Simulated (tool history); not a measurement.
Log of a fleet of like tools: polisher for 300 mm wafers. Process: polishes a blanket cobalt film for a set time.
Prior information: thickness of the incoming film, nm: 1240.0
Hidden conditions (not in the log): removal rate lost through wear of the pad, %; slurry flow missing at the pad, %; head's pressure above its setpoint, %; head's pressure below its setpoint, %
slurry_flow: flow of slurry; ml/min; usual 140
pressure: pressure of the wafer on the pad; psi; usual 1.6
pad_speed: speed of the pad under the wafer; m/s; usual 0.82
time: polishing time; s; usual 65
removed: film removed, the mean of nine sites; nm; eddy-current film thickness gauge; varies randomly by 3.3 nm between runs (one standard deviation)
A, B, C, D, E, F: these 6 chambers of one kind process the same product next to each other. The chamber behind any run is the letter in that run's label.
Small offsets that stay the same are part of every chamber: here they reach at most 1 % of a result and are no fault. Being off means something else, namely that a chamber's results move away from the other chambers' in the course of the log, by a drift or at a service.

run,hour,slurry_flow,pressure,pad_speed,time,wafers polished on this pad,hours since the slurry nozzle was cleaned,hours since the head pressure was calibrated,removed
# hour 3.4: chamber D: slurry nozzle cleaned
1C,5.1,140,1.6,0.82,65,795,245,786.7,253.25
2A,7.9,140,1.6,0.82,65,947,291.2,879.6,257.39
3F,12.1,140,1.6,0.82,65,400,267.4,117.8,255.63
4E,14.8,140,1.6,0.82,65,192,744.2,591.9,260.02
5D,18.3,140,1.6,0.82,65,631,15,546.4,257.01
# hour 20.4: chamber A: worn pad replaced by a new one
6B,22.3,140,1.6,0.82,65,564,744.2,265.2,256.27
# hour 24.3: chamber C: slurry nozzle cleaned
# hour 25: chamber F: worn pad replaced by a new one
7F,27.6,140,1.6,1.02,53,26,282.9,133.3,265.4
8D,32.8,140,1.6,1.02,53,776,29.5,560.9,263.18
# hour 34.3: chamber F: slurry nozzle cleaned
9B,38.2,140,1.6,1.02,53,722,760.1,281.1,253.63
10E,42.3,140,1.6,1.02,53,466,771.7,619.4,257.6
11C,46.9,140,1.6,1.02,53,1212,22.7,828.5,258.59
12A,51.5,140,1.6,1.02,53,310,334.8,923.2,260.62
13A,56.3,140,1.6,0.82,65,358,339.6,928,261.31
14B,59.6,140,1.6,0.82,65,936,781.5,302.5,252.38
# hour 61.2: chamber C: worn pad replaced by a new one
15E,63.3,140,1.6,0.82,65,676,792.7,640.4,257.46
16C,67.6,120,1.6,0.82,65,64,43.4,849.2,254.2
# hour 69.5: chamber E: worn pad replaced by a new one
17D,71.6,120,1.6,0.82,65,1163,68.3,599.7,254.44
18F,74.2,120,1.6,0.82,65,490,39.9,179.9,245.81
# hour 74.4: chamber F: worn pad replaced by a new one
19D,78,120,1.6,0.82,65,1226,74.7,606.1,249.18
20B,81.9,120,1.6,0.82,65,1158,803.8,324.8,240.28
# hour 82.2: chamber B: slurry nozzle cleaned
# hour 84.3: chamber E: slurry nozzle cleaned
21F,87.3,120,1.6,0.82,65,129,53,193,251.73
22A,89.9,140,1.6,0.82,65,693,373.2,961.6,256.96
23C,94.1,140,1.6,0.82,65,328,69.9,875.7,256.34
24E,98.3,140,1.6,0.82,65,287,14,675.4,253.93
# hour 101.5: chamber D: worn pad replaced by a new one
25D,101.7,140,1.6,0.82,65,2,98.4,629.8,253.78
26E,104.2,140,1.6,0.82,65,346,19.9,681.3,256.87
27A,109.8,175,1.6,0.56,65,891,393.1,981.5,183.69
# hour 112.5: chamber A: worn pad replaced by a new one
28C,115.1,175,1.6,0.56,65,538,90.9,896.7,181.05
29F,119.6,175,1.6,0.56,65,451,85.3,225.3,180.94
30B,124.5,175,1.6,0.56,65,1583,42.4,367.4,175.27
31A,129.4,175,1.6,0.56,65,168,412.7,1001.1,181.81
32C,132.3,175,1.6,0.56,65,709,108.1,913.9,182.13
# hour 132.5: chamber F: worn pad replaced by a new one
33B,137,140,1.6,0.82,65,1707,54.9,379.9,241.15
34E,142.6,140,1.6,0.82,65,728,58.3,719.7,254.01
35D,145.5,140,1.6,0.82,65,439,142.2,673.6,254.32
# hour 145.9: chamber E: worn pad replaced by a new one
36F,148.3,140,1.6,0.82,65,157,114,254,256.42
37C,152.4,140,1.6,0.82,65,910,128.2,934,265
38B,157.4,140,1.6,1.06,56,1911,75.3,400.3,267.99
39E,160.2,140,1.6,1.06,56,143,75.9,737.3,287.07
40F,162.9,140,1.6,1.06,56,303,128.6,268.6,281.07
41A,167,140,1.6,1.06,56,543,450.3,1038.7,288.06
42D,171.8,140,1.6,1.06,56,701,168.5,699.9,296.43
43E,176.4,140,1.6,1.06,56,304,92.1,753.5,282.07

Is one chamber off against the others, does the gauge drift, or is nothing wrong? If a chamber is off, say which, and what the likeliest cause is.

Chamber B drifts away from the others.
Most likely cause: removal rate lost through wear of the pad, % = 7.42.
The log may not tell that from: head's pressure below its setpoint, %.

Here are 4 candidates for chamber B's next run, each the usual settings with a change, their results left as question marks. Which one brings its results back in line with what the others give on the usual settings?
In-line tolerance around the mean of the other chambers on the usual settings: removed 12 nm
44B-1,180.4,140,1.7,0.82,67,,,,?
44B-2,180.4,140,1.6,0.76,60,,,,?
44B-3,180.4,140,1.6,0.88,71,,,,?
44B-4,180.4,140,1.6,0.78,62,,,,?

Other chambers, usual settings, mean: removed 257.53 nm
run,removed
44B-1,261.07
44B-2,204.18
44B-3,279.35
44B-4,216.47
The right change is 44B-1: it brings the chamber back within the allowed miss of the others.
